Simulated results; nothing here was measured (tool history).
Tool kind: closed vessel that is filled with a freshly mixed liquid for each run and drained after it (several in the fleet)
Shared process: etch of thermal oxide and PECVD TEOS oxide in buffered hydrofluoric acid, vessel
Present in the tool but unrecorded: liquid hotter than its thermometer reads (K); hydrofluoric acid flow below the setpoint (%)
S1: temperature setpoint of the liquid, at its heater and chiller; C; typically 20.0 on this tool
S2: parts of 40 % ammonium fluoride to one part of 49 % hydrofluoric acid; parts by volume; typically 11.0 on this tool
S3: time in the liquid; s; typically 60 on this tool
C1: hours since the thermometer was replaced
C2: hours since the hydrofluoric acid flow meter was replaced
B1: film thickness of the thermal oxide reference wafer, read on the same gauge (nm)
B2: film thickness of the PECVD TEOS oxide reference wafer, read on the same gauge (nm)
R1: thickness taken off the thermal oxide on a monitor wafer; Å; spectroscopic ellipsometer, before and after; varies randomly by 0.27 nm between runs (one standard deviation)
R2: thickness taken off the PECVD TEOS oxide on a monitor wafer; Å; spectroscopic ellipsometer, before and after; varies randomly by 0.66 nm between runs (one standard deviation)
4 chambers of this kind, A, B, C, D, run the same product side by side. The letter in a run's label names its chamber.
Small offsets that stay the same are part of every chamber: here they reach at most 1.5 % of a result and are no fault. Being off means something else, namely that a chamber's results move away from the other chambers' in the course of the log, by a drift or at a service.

run    day    S1    S2  S3      C1      C2      B1      B2      R1       R2
 1D  0.333  20.0  11.0  60   828.8  1653.9  90.012  129.98  528.25   731.17
 2A  0.675  20.0  11.0  60  1241.2   814.4  89.999  129.97  522.61   736.92
 3C  1.004  20.0  11.0  60  1588.2   852.1  89.985  129.99  525.94   738.56
 4B  1.275  20.0  11.0  60   157.1   968.6  90.003  129.99  529.64   756.68
 5D  1.679  20.0  11.0  60   861.1  1686.2  90.017  130.01  530.10   734.93
 6C  1.888  20.0  11.0  60  1609.4   873.3  89.998  130.02  521.41   742.92
 7B  2.100  20.0  11.0  60   176.9   988.4  89.993  129.99  529.61   744.76
 8A  2.400  20.0  11.0  60  1282.6   855.8  90.019  130.00  526.65   734.09
 9D  2.675  20.0  11.0  60   885.0  1710.1  89.982  130.03  530.25   727.69
10C  2.992  20.0  13.5  60  1635.9   899.8  90.013  130.01  428.20   602.33
11B  3.267  20.0  13.5  60   204.9  1016.4  90.004  130.01  431.79   608.32
12A  3.517  20.0  13.5  60  1309.4   882.6  90.001  129.98  430.27   601.25
13A  3.767  20.0  13.5  60  1315.4   888.6  90.016  129.98  426.89   607.89
14B  4.075  22.5  11.0  95   224.3  1035.8  89.999  129.99  954.15  1345.70
15C  4.371  22.5  11.0  95  1669.0   932.9  90.001  129.99  950.91  1337.70
16D  4.742  22.5  11.0  95   934.6  1759.7  90.010  130.01  970.99  1350.10
17A  5.088  22.5  11.0  95  1347.1   920.3  89.998  130.00  943.80  1368.80
18D  5.442  20.0  11.0  60   951.4  1776.5  90.008  129.99  527.29   737.32
19C  5.754  20.0  11.0  60  1702.2   966.1  90.011  129.99  531.03   737.10
20B  6.108  20.0  11.0  60   273.1  1084.6  89.986  130.00  527.78   747.65
21A  6.379  20.0  11.0  60  1378.1   951.3  89.996  130.00  518.46   727.10
22B  6.638  18.5   8.0  60   285.8  1097.3  89.985  129.98  646.58   912.89
23C  6.875  18.5   8.0  60  1729.1   993.0  90.004  129.99  643.38   904.41
24D  7.204  18.5   8.0  60   993.7  1818.8  89.996  129.98  649.84   910.07
25D  7.408  18.5   8.0  60   998.6  1823.7  90.006  130.01  650.05   897.51
26A  7.667  20.0  15.0  60  1409.0   982.2  89.994  130.00  391.55   550.62

Each of the 4 chambers runs these same settings next. Fill in every chamber's results:
27A  7.962  20.0  11.0  60                   ?   ?
27B  7.962  20.0  11.0  60                   ?   ?
27C  7.962  20.0  11.0  60                   ?   ?
27D  7.962  20.0  11.0  60                   ?   ?

run      R1      R2
27A  529.08  730.36
27B  524.63  748.80
27C  526.01  739.26
27D  528.25  738.29

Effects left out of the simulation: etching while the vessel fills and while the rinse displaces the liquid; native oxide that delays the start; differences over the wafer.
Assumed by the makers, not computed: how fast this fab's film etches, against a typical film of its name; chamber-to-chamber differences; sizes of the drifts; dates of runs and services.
